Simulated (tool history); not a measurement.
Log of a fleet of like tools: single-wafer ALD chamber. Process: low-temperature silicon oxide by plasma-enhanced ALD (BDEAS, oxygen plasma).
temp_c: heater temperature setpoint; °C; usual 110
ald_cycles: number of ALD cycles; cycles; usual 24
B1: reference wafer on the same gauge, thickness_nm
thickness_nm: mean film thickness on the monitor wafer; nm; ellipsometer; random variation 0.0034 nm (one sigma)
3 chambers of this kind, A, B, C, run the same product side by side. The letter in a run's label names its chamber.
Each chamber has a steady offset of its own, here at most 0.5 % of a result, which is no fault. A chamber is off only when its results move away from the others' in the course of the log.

{"run": "1C", "hour": 9.2, "temp_c": 110, "ald_cycles": 24, "B1": 3.9198, "thickness_nm": 3.3542}
{"run": "2B", "hour": 19.0, "temp_c": 110, "ald_cycles": 24, "B1": 3.9201, "thickness_nm": 3.3532}
{"run": "3A", "hour": 31.3, "temp_c": 110, "ald_cycles": 24, "B1": 3.9185, "thickness_nm": 3.3728}
{"run": "4A", "hour": 39.8, "temp_c": 110, "ald_cycles": 24, "B1": 3.9178, "thickness_nm": 3.369}
{"run": "5B", "hour": 51.8, "temp_c": 110, "ald_cycles": 24, "B1": 3.9166, "thickness_nm": 3.3528}
{"run": "6C", "hour": 62.3, "temp_c": 100, "ald_cycles": 20, "B1": 3.9163, "thickness_nm": 2.8493}
{"run": "7C", "hour": 74.6, "temp_c": 100, "ald_cycles": 20, "B1": 3.9165, "thickness_nm": 2.8411}
{"run": "8B", "hour": 80.8, "temp_c": 100, "ald_cycles": 20, "B1": 3.9159, "thickness_nm": 2.8383}
{"run": "9A", "hour": 88.8, "temp_c": 102, "ald_cycles": 22, "B1": 3.9165, "thickness_nm": 3.1368}
{"run": "10A", "hour": 99.6, "temp_c": 102, "ald_cycles": 22, "B1": 3.9153, "thickness_nm": 3.1348}
{"run": "11B", "hour": 111.1, "temp_c": 102, "ald_cycles": 22, "B1": 3.914, "thickness_nm": 3.1079}
{"run": "12C", "hour": 122.4, "temp_c": 110, "ald_cycles": 24, "B1": 3.9141, "thickness_nm": 3.3469}
{"run": "13C", "hour": 134.9, "temp_c": 96, "ald_cycles": 27, "B1": 3.9128, "thickness_nm": 3.8962}
{"run": "14B", "hour": 141.3, "temp_c": 96, "ald_cycles": 27, "B1": 3.9132, "thickness_nm": 3.8828}
{"run": "15A", "hour": 150.9, "temp_c": 96, "ald_cycles": 27, "B1": 3.9121, "thickness_nm": 3.9093}
{"run": "16B", "hour": 160.8, "temp_c": 110, "ald_cycles": 24, "B1": 3.9121, "thickness_nm": 3.3377}
{"run": "17C", "hour": 169.5, "temp_c": 110, "ald_cycles": 24, "B1": 3.9119, "thickness_nm": 3.351}
{"run": "18A", "hour": 181.8, "temp_c": 110, "ald_cycles": 24, "B1": 3.912, "thickness_nm": 3.3644}
{"run": "19A", "hour": 189.4, "temp_c": 110, "ald_cycles": 24, "B1": 3.9113, "thickness_nm": 3.3666}
{"run": "20B", "hour": 200.1, "temp_c": 110, "ald_cycles": 24, "B1": 3.909, "thickness_nm": 3.3339}
{"run": "21C", "hour": 205.9, "temp_c": 110, "ald_cycles": 24, "B1": 3.91, "thickness_nm": 3.3482}
{"run": "22C", "hour": 218.6, "temp_c": 110, "ald_cycles": 24, "B1": 3.909, "thickness_nm": 3.3444}
{"run": "23A", "hour": 226.5, "temp_c": 110, "ald_cycles": 24, "B1": 3.9084, "thickness_nm": 3.3645}
{"run": "24B", "hour": 232.7, "temp_c": 110, "ald_cycles": 24, "B1": 3.9074, "thickness_nm": 3.3384}
{"run": "25B", "hour": 239.3, "temp_c": 110, "ald_cycles": 24, "B1": 3.908, "thickness_nm": 3.3393}
{"run": "26C", "hour": 246.5, "temp_c": 110, "ald_cycles": 24, "B1": 3.9081, "thickness_nm": 3.3464}
{"run": "27A", "hour": 252.6, "temp_c": 110, "ald_cycles": 24, "B1": 3.9074, "thickness_nm": 3.3658}
{"run": "28A", "hour": 263.6, "temp_c": 110, "ald_cycles": 24, "B1": 3.9076, "thickness_nm": 3.3658}
{"run": "29B", "hour": 275.3, "temp_c": 110, "ald_cycles": 24, "B1": 3.9064, "thickness_nm": 3.3342}
{"run": "30C", "hour": 281.5, "temp_c": 110, "ald_cycles": 24, "B1": 3.9055, "thickness_nm": 3.3391}
{"run": "31B", "hour": 293.8, "temp_c": 110, "ald_cycles": 24, "B1": 3.9053, "thickness_nm": 3.3344}
{"run": "32C", "hour": 300.8, "temp_c": 110, "ald_cycles": 24, "B1": 3.9036, "thickness_nm": 3.3442}
{"run": "33A", "hour": 308.1, "temp_c": 110, "ald_cycles": 24, "B1": 3.9055, "thickness_nm": 3.3658}
{"run": "34B", "hour": 316.6, "temp_c": 110, "ald_cycles": 24, "B1": 3.9034, "thickness_nm": 3.3334}

What goes on in this fleet: one chamber off, a drifting gauge, or nothing beyond the chambers' own small offsets? Name the chamber and the cause, if any.

The gauge drifts, so all chambers seem to drift together. No chamber is off.
Cause: gauge reads low (%) = 0.414.
